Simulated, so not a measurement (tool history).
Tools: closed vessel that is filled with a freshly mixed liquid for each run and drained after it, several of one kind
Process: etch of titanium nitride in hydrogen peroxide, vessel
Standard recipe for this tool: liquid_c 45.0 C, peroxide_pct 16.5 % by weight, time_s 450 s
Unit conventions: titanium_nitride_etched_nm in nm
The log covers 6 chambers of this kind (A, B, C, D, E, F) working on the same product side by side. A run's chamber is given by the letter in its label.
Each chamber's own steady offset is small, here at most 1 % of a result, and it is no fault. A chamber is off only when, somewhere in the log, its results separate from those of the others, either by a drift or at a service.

run	hour	liquid_c	peroxide_pct	time_s	hours since the thermometer was replaced	hours since the peroxide flow meter was replaced	hours since the drum of peroxide was connected	read-back film thickness of the titanium nitride reference wafer, read on the same gauge (nm)	titanium_nitride_etched_nm
1E	6.5	45.0	16.5	450	981.5	978.1	665.5	120.01	7.4681
# hour 14.9: chamber F: new drum of peroxide connected
2B	16.7	45.0	16.5	450	394.5	872.7	584.5	120.01	7.5373
3D	22.8	45.0	16.5	450	654.6	1777.0	871.5	120.00	7.4223
4C	32.2	45.0	16.5	450	950.0	50.1	281.0	120.00	7.5359
# hour 32.8: chamber E: new drum of peroxide connected
5F	40.4	45.0	16.5	450	1152.5	105.5	25.6	120.00	7.5555
# hour 41.4: chamber D: new drum of peroxide connected
6A	46.8	45.0	16.5	450	811.8	2044.1	259.0	120.02	7.4599
# hour 50.7: chamber A: peroxide flow meter replaced
7E	55.3	45.0	16.5	450	1030.3	1026.9	22.6	119.99	7.4974
8B	65.4	45.0	16.5	450	443.2	921.4	633.2	120.01	7.5350
9A	71.9	54.0	16.5	370	836.9	21.3	284.1	119.96	11.7360
10C	82.1	54.0	16.5	370	999.9	100.0	330.9	120.01	11.9730
11F	93.0	54.0	16.5	370	1205.1	158.1	78.2	120.01	11.8040
12D	100.0	54.0	16.5	370	731.8	1854.2	58.6	120.00	11.8090
13F	109.3	54.0	16.5	370	1221.4	174.4	94.5	120.00	11.9320
14A	117.6	54.0	16.5	370	882.6	67.0	329.8	119.99	11.7410
# hour 126.2: chamber D: peroxide flow meter replaced
15D	127.9	45.0	16.5	450	759.7	1.8	86.5	120.00	7.4910
16E	137.7	45.0	16.5	450	1112.7	1109.3	105.0	119.99	7.5179
17C	147.3	45.0	16.5	450	1065.1	165.2	396.1	120.00	7.5102
18B	152.4	45.0	16.5	450	530.2	1008.4	720.2	120.02	7.5373
19F	162.8	45.0	21.0	245	1274.9	227.9	148.0	120.03	4.2541
# hour 166.4: chamber E: thermometer replaced
20E	167.9	45.0	21.0	245	1.6	1139.5	135.2	119.97	4.2753
21A	176.8	45.0	21.0	245	941.8	126.2	389.0	120.02	4.2753
22C	185.5	45.0	21.0	245	1103.3	203.4	434.3	120.02	4.3744
23B	195.7	45.0	21.0	245	573.5	1051.7	763.5	120.01	4.3111
24D	205.7	45.0	21.0	245	837.5	79.6	164.3	120.01	4.3000
25A	210.8	45.0	16.5	450	975.8	160.2	423.0	119.97	7.5184
26C	221.4	45.0	19.0	280	1139.2	239.3	470.2	120.01	4.8685
27B	231.6	45.0	19.0	280	609.4	1087.6	799.4	119.99	4.8233
28F	240.4	45.0	19.0	280	1352.5	305.5	225.6	119.99	4.8034
29D	246.0	45.0	19.0	280	877.8	119.9	204.6	120.00	4.8899
30E	253.0	45.0	19.0	280	86.7	1224.6	220.3	120.00	4.7633
31E	259.5	45.0	19.0	280	93.2	1231.1	226.8	119.98	4.8279
32B	267.6	45.0	16.5	450	645.4	1123.6	835.4	120.03	7.5485
33D	273.5	45.0	16.5	450	905.3	147.4	232.1	119.97	7.6579
34C	281.5	45.0	16.5	450	1199.3	299.4	530.3	119.99	7.5136
35A	289.9	45.0	16.5	450	1054.9	239.3	502.1	119.98	7.4723
36F	295.9	45.0	16.5	450	1408.0	361.0	281.1	120.01	7.5566
37D	302.2	45.0	16.5	345	934.0	176.1	260.8	120.00	5.8631
38E	312.5	45.0	16.5	345	146.2	1284.1	279.8	120.00	5.7410
39C	323.0	45.0	16.5	345	1240.8	340.9	571.8	120.02	5.7400

Decide between three cases: one chamber stands off from its peers, the gauge reading all wafers drifts, or nothing is wrong past each chamber's small offset. Where a chamber is off, say which and what most likely put it there.

One chamber, D, drifts off from the rest bit by bit.
Most likely cause: liquid hotter than its thermometer reads (K) = 0.525.

Which of the 4 candidates below, each the usual settings with something changed and its results left as question marks, puts chamber D back in line with what the other chambers give on the usual settings?
In line means no further than this from the other chambers' mean on the usual settings: titanium_nitride_etched_nm 0.1900 nm
40D-1	330.9	45.5	16.5	450					?
40D-2	330.9	45.0	16.5	485					?
40D-3	330.9	45.0	16.5	435					?
40D-4	330.9	44.5	16.5	435					?

The other chambers' mean on the usual settings: titanium_nitride_etched_nm 7.4938 nm
run	titanium_nitride_etched_nm
40D-1	8.0740
40D-2	8.3914
40D-3	7.5263
40D-4	7.2516
40D-3 puts the chamber back in line with the other chambers.
